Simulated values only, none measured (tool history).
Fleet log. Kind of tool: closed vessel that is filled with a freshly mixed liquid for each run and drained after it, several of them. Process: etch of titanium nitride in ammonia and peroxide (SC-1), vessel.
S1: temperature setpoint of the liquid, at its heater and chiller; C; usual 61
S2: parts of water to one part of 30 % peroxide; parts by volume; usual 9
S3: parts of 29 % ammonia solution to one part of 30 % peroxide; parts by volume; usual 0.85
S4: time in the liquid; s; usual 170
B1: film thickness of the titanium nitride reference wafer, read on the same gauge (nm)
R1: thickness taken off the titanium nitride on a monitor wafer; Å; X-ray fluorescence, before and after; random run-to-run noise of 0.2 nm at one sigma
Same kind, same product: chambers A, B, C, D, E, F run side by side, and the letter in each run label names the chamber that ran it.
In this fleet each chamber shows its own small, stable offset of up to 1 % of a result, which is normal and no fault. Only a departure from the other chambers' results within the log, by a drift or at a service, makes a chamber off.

run	hour	S1	S2	S3	S4	B1	R1
1D	2.1	61	9	0.85	170	69.999	228.4
2B	6	61	9	0.85	170	70.024	227.13
3A	8.5	61	9	0.85	170	69.972	228.39
4F	10.7	61	9	0.85	170	69.986	232.02
5E	13	61	9	0.85	170	69.973	232.07
6C	15.1	61	9	0.85	170	70.027	226.04
7D	17.1	61	9	0.85	170	69.996	224.05
8B	19.1	61	6.5	0.85	170	69.992	265.36
9E	21.9	61	6.5	0.85	170	70.002	268.89
10C	25.3	61	6.5	0.85	170	69.983	265.49
11A	28.9	61	6.5	0.85	170	70.046	265.2
12F	31.7	61	6.5	0.85	170	70.033	275.52
13B	35.4	61	6.5	0.85	170	69.972	267.18
14E	38.4	61	9	0.85	170	70.001	227.11
15C	41	66	9	0.85	170	70.019	313.59
16A	43	66	9	0.85	170	69.965	314.1
17D	45.8	66	9	0.85	170	69.988	316.16
18F	49.4	66	9	0.85	170	69.964	321.84
19D	53.3	66	9	0.85	170	69.967	319.64
20A	56.7	66	9	0.85	170	69.975	308.7
21B	61	61	7	0.85	95	70.041	142.68
22C	64.3	61	7	0.85	95	70.053	143.21
23F	67.2	61	7	0.85	95	69.993	152.22
24E	69.4	61	7	0.85	95	70.021	145
25B	72	61	7	0.85	95	70.053	143.88
26D	74.3	61	7	0.85	95	70.027	144.24
27F	78.1	61	9	0.85	170	69.968	240.4
28C	81.4	61	9	0.85	170	70.023	227.09
29E	85.7	61	9	0.85	170	69.988	226.58
30A	89.8	61	9	0.85	170	69.987	223.99
31B	92.8	61	9	0.85	170	70.042	230.9
32C	94.9	61	9	0.85	170	70.016	225.05
33A	97.8	61	9	0.85	170	70.005	225.07
# hour 101.6: chamber E: new drum of ammonia solution connected
34E	101.6	61	9	0.85	170	70.009	228.09
# hour 104.6: chamber D: ammonia flow meter replaced
35D	104.9	61	9	0.85	170	70.009	231.85
36F	109	61	9	0.85	170	69.997	243.67
37A	113.2	61	9	0.85	170	70.021	229.47
38B	115.4	61	9	0.85	170	69.996	224.94
39F	118.4	61	9	0.85	170	69.979	248.8
40D	121.1	61	11.5	1.1	170	69.991	211.05
41E	125	61	11.5	1.1	170	70.065	212.37

Next, all 6 chambers run the settings below, one line each with question marks for the results. What does each chamber give?
42A	128.2	61	9	0.85	170		?
42B	128.2	61	9	0.85	170		?
42C	128.2	61	9	0.85	170		?
42D	128.2	61	9	0.85	170		?
42E	128.2	61	9	0.85	170		?
42F	128.2	61	9	0.85	170		?

run	R1
42A	228.53
42B	226.22
42C	226.5
42D	228.58
42E	232.44
42F	249.05

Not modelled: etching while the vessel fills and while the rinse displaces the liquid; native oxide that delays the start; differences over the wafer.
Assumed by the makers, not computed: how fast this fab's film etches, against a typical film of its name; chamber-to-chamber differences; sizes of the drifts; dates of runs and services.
